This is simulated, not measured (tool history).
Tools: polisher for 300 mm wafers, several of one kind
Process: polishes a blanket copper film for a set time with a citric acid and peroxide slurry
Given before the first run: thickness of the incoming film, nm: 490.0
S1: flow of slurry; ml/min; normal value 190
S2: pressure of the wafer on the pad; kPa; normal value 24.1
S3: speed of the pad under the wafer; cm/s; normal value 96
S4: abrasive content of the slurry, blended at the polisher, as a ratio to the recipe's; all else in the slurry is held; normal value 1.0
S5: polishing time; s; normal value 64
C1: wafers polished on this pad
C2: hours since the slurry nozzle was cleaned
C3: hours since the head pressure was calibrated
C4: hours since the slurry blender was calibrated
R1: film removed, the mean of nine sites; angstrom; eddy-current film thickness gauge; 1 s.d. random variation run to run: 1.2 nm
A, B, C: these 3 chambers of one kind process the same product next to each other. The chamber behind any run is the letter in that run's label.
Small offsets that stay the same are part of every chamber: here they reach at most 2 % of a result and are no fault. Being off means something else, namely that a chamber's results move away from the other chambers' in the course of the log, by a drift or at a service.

run	hour	S1	S2	S3	S4	S5	C1	C2	C3	C4	R1
# hour 10.3: chamber B: worn pad replaced by a new one
# hour 12.4: chamber B: head pressure recalibrated
# hour 13.6: chamber C: worn pad replaced by a new one
1A	14.8	190	24.1	96	1.0	64	504	89.7	161.6	143.0	1509.7
2B	21.7	190	24.1	96	1.0	64	106	202.7	9.4	338.5	1471.8
3C	34.6	190	24.1	96	1.0	64	194	218.0	916.2	224.4	1546.2
# hour 37.9: chamber A: worn pad replaced by a new one
4C	49.3	190	24.1	96	1.0	64	330	232.7	930.9	239.1	1525.6
5B	57.8	190	24.1	96	1.0	64	440	238.8	45.5	374.6	1499.7
# hour 63.8: chamber C: head pressure recalibrated
6A	70.0	190	24.1	96	1.0	64	297	144.9	216.8	198.2	1536.4
7C	83.5	190	24.1	96	1.0	64	647	266.9	19.7	273.3	1535.5
8B	92.0	190	24.1	96	1.0	64	756	273.0	79.7	408.8	1478.0
# hour 98.5: chamber A: slurry blender recalibrated
9A	103.4	190	24.1	96	1.0	64	606	178.3	250.2	4.9	1567.5
10B	115.8	190	24.1	96	1.0	64	976	296.8	103.5	432.6	1501.5
# hour 116.5: chamber B: slurry nozzle cleaned
# hour 122.2: chamber A: worn pad replaced by a new one
# hour 125.5: chamber C: worn pad replaced by a new one
11C	126.2	190	24.1	96	1.0	64	6	309.6	62.4	316.0	1509.5
12A	134.8	190	24.1	96	1.0	64	116	209.7	281.6	36.3	1565.8
# hour 137.7: chamber B: worn pad replaced by a new one
13C	141.8	190	24.1	96	1.0	64	151	325.2	78.0	331.6	1526.4
14A	150.8	190	24.1	96	1.0	64	264	225.7	297.6	52.3	1595.6
15B	164.7	190	24.1	96	1.0	75	249	48.2	152.4	481.5	1742.1
16A	174.3	190	24.1	96	1.0	75	482	249.2	321.1	75.8	1852.2
# hour 180.1: chamber A: slurry nozzle cleaned
17C	182.1	190	24.1	96	1.0	75	524	365.5	118.3	371.9	1792.6
# hour 183.7: chamber C: slurry blender recalibrated
18B	192.9	190	24.1	96	1.0	64	510	76.4	180.6	509.7	1470.5
# hour 204.2: chamber A: worn pad replaced by a new one
19C	206.1	190	24.1	64	1.0	64	746	389.5	142.3	22.5	1023.5
# hour 207.3: chamber B: slurry blender recalibrated
20A	214.6	190	24.1	64	1.0	64	96	34.5	361.4	116.1	1104.6
21B	227.9	190	24.1	64	1.0	64	834	111.4	215.6	20.6	1014.1
# hour 235.1: chamber C: worn pad replaced by a new one
# hour 239.9: chamber B: worn pad replaced by a new one
22B	242.0	190	24.1	96	1.0	64	20	125.5	229.7	34.7	1492.1
23C	254.8	190	24.1	96	1.0	64	183	438.2	191.0	71.2	1518.7
24A	269.5	190	24.1	96	1.0	64	604	89.4	416.3	171.0	1630.4
# hour 276.3: chamber A: worn pad replaced by a new one
25A	277.9	190	24.1	96	1.0	64	14	97.8	424.7	179.4	1636.5
26C	290.4	190	17.2	96	1.0	64	512	473.8	226.6	106.8	1097.7
27B	303.3	190	17.2	96	1.0	64	587	186.8	291.0	96.0	1054.7
28A	314.4	190	17.2	96	1.0	64	352	134.3	461.2	215.9	1210.5
29B	326.7	220	31.0	96	1.0	64	803	210.2	314.4	119.4	1956.1
# hour 334.8: chamber A: slurry blender recalibrated
# hour 337.7: chamber C: worn pad replaced by a new one
# hour 339.3: chamber B: worn pad replaced by a new one
30C	339.3	220	31.0	96	1.0	64	15	522.7	275.5	155.7	2016.7
31C	348.9	220	31.0	96	1.0	64	104	532.3	285.1	165.3	2011.1
# hour 352.1: chamber A: worn pad replaced by a new one
32A	359.9	190	24.1	96	1.0	64	72	179.8	506.7	25.1	1681.0
33B	369.9	190	24.1	96	1.0	64	283	253.4	357.6	162.6	1509.8
34C	381.0	190	24.1	96	1.0	64	401	564.4	317.2	197.4	1521.3

All chambers now run identical settings, listed one chamber a line with results as question marks. What results will each chamber show?
35A	391.6	190	24.1	96	1.2	64					?
35B	391.6	190	24.1	96	1.2	64					?
35C	391.6	190	24.1	96	1.2	64					?

run	R1
35A	1792.2
35B	1558.6
35C	1586.3
